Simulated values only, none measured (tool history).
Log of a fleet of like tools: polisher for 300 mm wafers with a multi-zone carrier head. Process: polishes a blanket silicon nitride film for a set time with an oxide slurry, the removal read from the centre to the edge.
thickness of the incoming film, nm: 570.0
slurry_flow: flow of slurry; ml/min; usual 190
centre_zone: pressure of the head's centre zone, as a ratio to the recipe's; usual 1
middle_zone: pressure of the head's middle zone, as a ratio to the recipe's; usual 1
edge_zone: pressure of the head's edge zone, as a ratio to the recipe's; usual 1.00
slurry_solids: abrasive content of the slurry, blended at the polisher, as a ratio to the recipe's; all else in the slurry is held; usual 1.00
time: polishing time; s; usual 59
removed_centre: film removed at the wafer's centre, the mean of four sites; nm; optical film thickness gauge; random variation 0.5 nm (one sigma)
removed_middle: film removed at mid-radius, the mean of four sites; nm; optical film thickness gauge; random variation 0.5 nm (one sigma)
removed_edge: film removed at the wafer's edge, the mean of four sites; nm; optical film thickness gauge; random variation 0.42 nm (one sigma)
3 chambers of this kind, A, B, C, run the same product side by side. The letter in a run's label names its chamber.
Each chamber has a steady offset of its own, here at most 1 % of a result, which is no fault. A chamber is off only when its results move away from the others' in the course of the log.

{"run": "1B", "hour": 7.0, "slurry_flow": 190, "centre_zone": 1, "middle_zone": 1, "edge_zone": 1.0, "slurry_solids": 1.0, "time": 59, "removed_centre": 36.775, "removed_middle": 37.884, "removed_edge": 37.281}
{"run": "2A", "hour": 14.0, "slurry_flow": 190, "centre_zone": 1, "middle_zone": 1, "edge_zone": 1.0, "slurry_solids": 1.0, "time": 59, "removed_centre": 36.417, "removed_middle": 36.754, "removed_edge": 38.063}
{"run": "3C", "hour": 22.2, "slurry_flow": 190, "centre_zone": 1, "middle_zone": 1, "edge_zone": 1.0, "slurry_solids": 1.0, "time": 59, "removed_centre": 36.536, "removed_middle": 37.036, "removed_edge": 36.805}
{"run": "4C", "hour": 31.4, "slurry_flow": 190, "centre_zone": 1, "middle_zone": 1, "edge_zone": 1.0, "slurry_solids": 1.0, "time": 59, "removed_centre": 37.464, "removed_middle": 35.76, "removed_edge": 36.653}
{"hour": 33.6, "done": "chamber B: slurry nozzle cleaned"}
{"hour": 36.5, "done": "chamber B: worn pad replaced by a new one"}
{"run": "5B", "hour": 45.4, "slurry_flow": 190, "centre_zone": 1, "middle_zone": 1, "edge_zone": 1.0, "slurry_solids": 1.0, "time": 59, "removed_centre": 37.19, "removed_middle": 36.499, "removed_edge": 36.862}
{"run": "6A", "hour": 56.8, "slurry_flow": 190, "centre_zone": 1, "middle_zone": 1, "edge_zone": 1.0, "slurry_solids": 1.0, "time": 59, "removed_centre": 36.284, "removed_middle": 36.504, "removed_edge": 37.641}
{"hour": 64.1, "done": "chamber C: slurry nozzle cleaned"}
{"hour": 66.5, "done": "chamber A: worn pad replaced by a new one"}
{"run": "7A", "hour": 70.0, "slurry_flow": 190, "centre_zone": 1, "middle_zone": 1, "edge_zone": 1.0, "slurry_solids": 1.0, "time": 59, "removed_centre": 37.023, "removed_middle": 37.166, "removed_edge": 37.678}
{"hour": 80.3, "done": "chamber C: worn pad replaced by a new one"}
{"run": "8C", "hour": 83.3, "slurry_flow": 190, "centre_zone": 1, "middle_zone": 1, "edge_zone": 1.0, "slurry_solids": 1.0, "time": 59, "removed_centre": 36.758, "removed_middle": 36.574, "removed_edge": 38.383}
{"run": "9B", "hour": 93.4, "slurry_flow": 190, "centre_zone": 1, "middle_zone": 1, "edge_zone": 1.0, "slurry_solids": 1.0, "time": 59, "removed_centre": 37.238, "removed_middle": 36.563, "removed_edge": 36.834}
{"hour": 103.7, "done": "chamber B: worn pad replaced by a new one"}
{"run": "10B", "hour": 107.4, "slurry_flow": 190, "centre_zone": 1, "middle_zone": 1, "edge_zone": 1.0, "slurry_solids": 1.0, "time": 59, "removed_centre": 36.407, "removed_middle": 36.796, "removed_edge": 36.864}
{"run": "11A", "hour": 116.4, "slurry_flow": 190, "centre_zone": 1, "middle_zone": 1, "edge_zone": 1.05, "slurry_solids": 1.25, "time": 59, "removed_centre": 39.961, "removed_middle": 41.488, "removed_edge": 41.758}
{"run": "12C", "hour": 123.1, "slurry_flow": 190, "centre_zone": 1, "middle_zone": 1, "edge_zone": 1.05, "slurry_solids": 1.25, "time": 59, "removed_centre": 39.105, "removed_middle": 40.453, "removed_edge": 42.131}
{"run": "13B", "hour": 133.9, "slurry_flow": 190, "centre_zone": 1, "middle_zone": 1, "edge_zone": 1.05, "slurry_solids": 1.25, "time": 59, "removed_centre": 40.058, "removed_middle": 40.687, "removed_edge": 42.132}
{"hour": 137.3, "done": "chamber A: worn pad replaced by a new one"}
{"run": "14C", "hour": 144.6, "slurry_flow": 190, "centre_zone": 1, "middle_zone": 1, "edge_zone": 0.91, "slurry_solids": 1.0, "time": 59, "removed_centre": 36.137, "removed_middle": 37.615, "removed_edge": 35.247}
{"run": "15A", "hour": 157.3, "slurry_flow": 190, "centre_zone": 1, "middle_zone": 1, "edge_zone": 0.91, "slurry_solids": 1.0, "time": 59, "removed_centre": 36.487, "removed_middle": 37.272, "removed_edge": 35.429}
{"run": "16C", "hour": 168.8, "slurry_flow": 190, "centre_zone": 1, "middle_zone": 1, "edge_zone": 0.91, "slurry_solids": 1.0, "time": 59, "removed_centre": 35.937, "removed_middle": 37.648, "removed_edge": 35.222}
{"hour": 170.9, "done": "chamber A: slurry nozzle cleaned"}
{"hour": 178.8, "done": "chamber C: worn pad replaced by a new one"}
{"run": "17B", "hour": 183.0, "slurry_flow": 190, "centre_zone": 1, "middle_zone": 1, "edge_zone": 1.0, "slurry_solids": 1.0, "time": 59, "removed_centre": 37.425, "removed_middle": 36.352, "removed_edge": 37.884}
{"hour": 188.1, "done": "chamber B: worn pad replaced by a new one"}
{"run": "18A", "hour": 191.6, "slurry_flow": 190, "centre_zone": 1, "middle_zone": 1, "edge_zone": 1.0, "slurry_solids": 1.0, "time": 59, "removed_centre": 35.656, "removed_middle": 37.536, "removed_edge": 37.621}
{"hour": 194.9, "done": "chamber A: centre zone pressure recalibrated"}
{"run": "19B", "hour": 200.3, "slurry_flow": 190, "centre_zone": 1, "middle_zone": 1, "edge_zone": 1.0, "slurry_solids": 1.0, "time": 59, "removed_centre": 37.548, "removed_middle": 37.1, "removed_edge": 37.192}
{"hour": 200.4, "done": "chamber A: worn pad replaced by a new one"}
{"run": "20A", "hour": 208.9, "slurry_flow": 220, "centre_zone": 1, "middle_zone": 1, "edge_zone": 1.0, "slurry_solids": 1.0, "time": 79, "removed_centre": 49.991, "removed_middle": 51.215, "removed_edge": 51.221}
{"run": "21C", "hour": 219.0, "slurry_flow": 220, "centre_zone": 1, "middle_zone": 1, "edge_zone": 1.0, "slurry_solids": 1.0, "time": 79, "removed_centre": 49.188, "removed_middle": 48.752, "removed_edge": 51.115}
{"run": "22C", "hour": 227.8, "slurry_flow": 220, "centre_zone": 1, "middle_zone": 1, "edge_zone": 1.0, "slurry_solids": 1.0, "time": 79, "removed_centre": 48.31, "removed_middle": 51.279, "removed_edge": 50.386}
{"run": "23B", "hour": 240.7, "slurry_flow": 190, "centre_zone": 1, "middle_zone": 1, "edge_zone": 1.0, "slurry_solids": 1.0, "time": 59, "removed_centre": 37.978, "removed_middle": 37.065, "removed_edge": 37.061}
{"hour": 251.4, "done": "chamber B: worn pad replaced by a new one"}
{"run": "24A", "hour": 253.8, "slurry_flow": 190, "centre_zone": 1, "middle_zone": 1, "edge_zone": 1.0, "slurry_solids": 1.0, "time": 59, "removed_centre": 36.2, "removed_middle": 37.507, "removed_edge": 37.148}
{"run": "25A", "hour": 261.1, "slurry_flow": 190, "centre_zone": 1, "middle_zone": 1, "edge_zone": 1.0, "slurry_solids": 1.0, "time": 59, "removed_centre": 36.795, "removed_middle": 36.755, "removed_edge": 37.845}
{"hour": 263.3, "done": "chamber C: worn pad replaced by a new one"}
{"run": "26C", "hour": 268.3, "slurry_flow": 190, "centre_zone": 1, "middle_zone": 1, "edge_zone": 1.0, "slurry_solids": 1.0, "time": 59, "removed_centre": 34.964, "removed_middle": 37.334, "removed_edge": 37.461}
{"hour": 272.8, "done": "chamber A: worn pad replaced by a new one"}
{"run": "27B", "hour": 280.8, "slurry_flow": 190, "centre_zone": 1, "middle_zone": 1, "edge_zone": 0.94, "slurry_solids": 1.0, "time": 66, "removed_centre": 42.036, "removed_middle": 41.405, "removed_edge": 40.509}
{"run": "28C", "hour": 294.6, "slurry_flow": 190, "centre_zone": 1, "middle_zone": 1, "edge_zone": 0.94, "slurry_solids": 1.0, "time": 66, "removed_centre": 38.953, "removed_middle": 40.789, "removed_edge": 40.294}
{"hour": 296.8, "done": "chamber B: edge zone pressure recalibrated"}
{"run": "29A", "hour": 304.6, "slurry_flow": 190, "centre_zone": 1, "middle_zone": 1, "edge_zone": 0.94, "slurry_solids": 1.0, "time": 66, "removed_centre": 40.76, "removed_middle": 41.942, "removed_edge": 40.069}
{"run": "30B", "hour": 314.0, "slurry_flow": 190, "centre_zone": 1, "middle_zone": 1, "edge_zone": 1.0, "slurry_solids": 1.0, "time": 59, "removed_centre": 37.635, "removed_middle": 37.529, "removed_edge": 37.322}
{"hour": 321.5, "done": "chamber C: edge zone pressure recalibrated"}
{"run": "31A", "hour": 321.5, "slurry_flow": 190, "centre_zone": 1, "middle_zone": 1, "edge_zone": 1.0, "slurry_solids": 1.0, "time": 59, "removed_centre": 36.95, "removed_middle": 37.308, "removed_edge": 37.361}
{"run": "32B", "hour": 328.6, "slurry_flow": 190, "centre_zone": 1, "middle_zone": 1, "edge_zone": 1.0, "slurry_solids": 1.0, "time": 59, "removed_centre": 37.508, "removed_middle": 36.699, "removed_edge": 37.733}
{"hour": 335.6, "done": "chamber B: worn pad replaced by a new one"}
{"run": "33C", "hour": 341.2, "slurry_flow": 190, "centre_zone": 1, "middle_zone": 1, "edge_zone": 1.0, "slurry_solids": 1.0, "time": 59, "removed_centre": 34.179, "removed_middle": 36.585, "removed_edge": 36.949}
{"hour": 346.5, "done": "chamber C: worn pad replaced by a new one"}
{"run": "34B", "hour": 350.1, "slurry_flow": 190, "centre_zone": 1, "middle_zone": 1, "edge_zone": 1.0, "slurry_solids": 1.0, "time": 59, "removed_centre": 36.759, "removed_middle": 37.216, "removed_edge": 37.609}
{"run": "35C", "hour": 358.1, "slurry_flow": 190, "centre_zone": 1, "middle_zone": 1, "edge_zone": 1.0, "slurry_solids": 1.0, "time": 59, "removed_centre": 34.142, "removed_middle": 36.123, "removed_edge": 37.618}

What goes on in this fleet: one chamber off, a drifting gauge, or nothing beyond the chambers' own small offsets? Name the chamber and the cause, if any.

Chamber C drifts away from the others.
Cause: centre zone's pressure below its setpoint, % = 7.65.

Here are 4 candidates for chamber C's next run, each the usual settings with a change, their results left as question marks. Which one brings its results back in line with what the others give on the usual settings?
In line means no further than this from the other chambers' mean on the usual settings: removed_centre 1.800 nm; removed_middle 1.800 nm; removed_edge 1.500 nm
{"run": "36C-1", "hour": 368.6, "slurry_flow": 195, "centre_zone": 1.07, "middle_zone": 0.99, "edge_zone": 0.97, "slurry_solids": 1.0, "time": 60, "removed_centre": "?", "removed_middle": "?", "removed_edge": "?"}
{"run": "36C-2", "hour": 368.6, "slurry_flow": 200, "centre_zone": 1.14, "middle_zone": 0.98, "edge_zone": 0.95, "slurry_solids": 1.0, "time": 61, "removed_centre": "?", "removed_middle": "?", "removed_edge": "?"}
{"run": "36C-3", "hour": 368.6, "slurry_flow": 180, "centre_zone": 0.86, "middle_zone": 1.02, "edge_zone": 1.05, "slurry_solids": 1.0, "time": 57, "removed_centre": "?", "removed_middle": "?", "removed_edge": "?"}
{"run": "36C-4", "hour": 368.6, "slurry_flow": 185, "centre_zone": 0.93, "middle_zone": 1.01, "edge_zone": 1.03, "slurry_solids": 1.0, "time": 58, "removed_centre": "?", "removed_middle": "?", "removed_edge": "?"}

The other chambers' mean on the usual settings: removed_centre 37.149 nm; removed_middle 37.095 nm; removed_edge 37.398 nm
run=36C-1 removed_centre=37.043 removed_middle=37.130 removed_edge=37.212
run=36C-2 removed_centre=40.497 removed_middle=37.538 removed_edge=37.535
run=36C-3 removed_centre=27.330 removed_middle=35.805 removed_edge=36.516
run=36C-4 removed_centre=30.459 removed_middle=36.263 removed_edge=36.900
36C-1 brings the chamber back in line.

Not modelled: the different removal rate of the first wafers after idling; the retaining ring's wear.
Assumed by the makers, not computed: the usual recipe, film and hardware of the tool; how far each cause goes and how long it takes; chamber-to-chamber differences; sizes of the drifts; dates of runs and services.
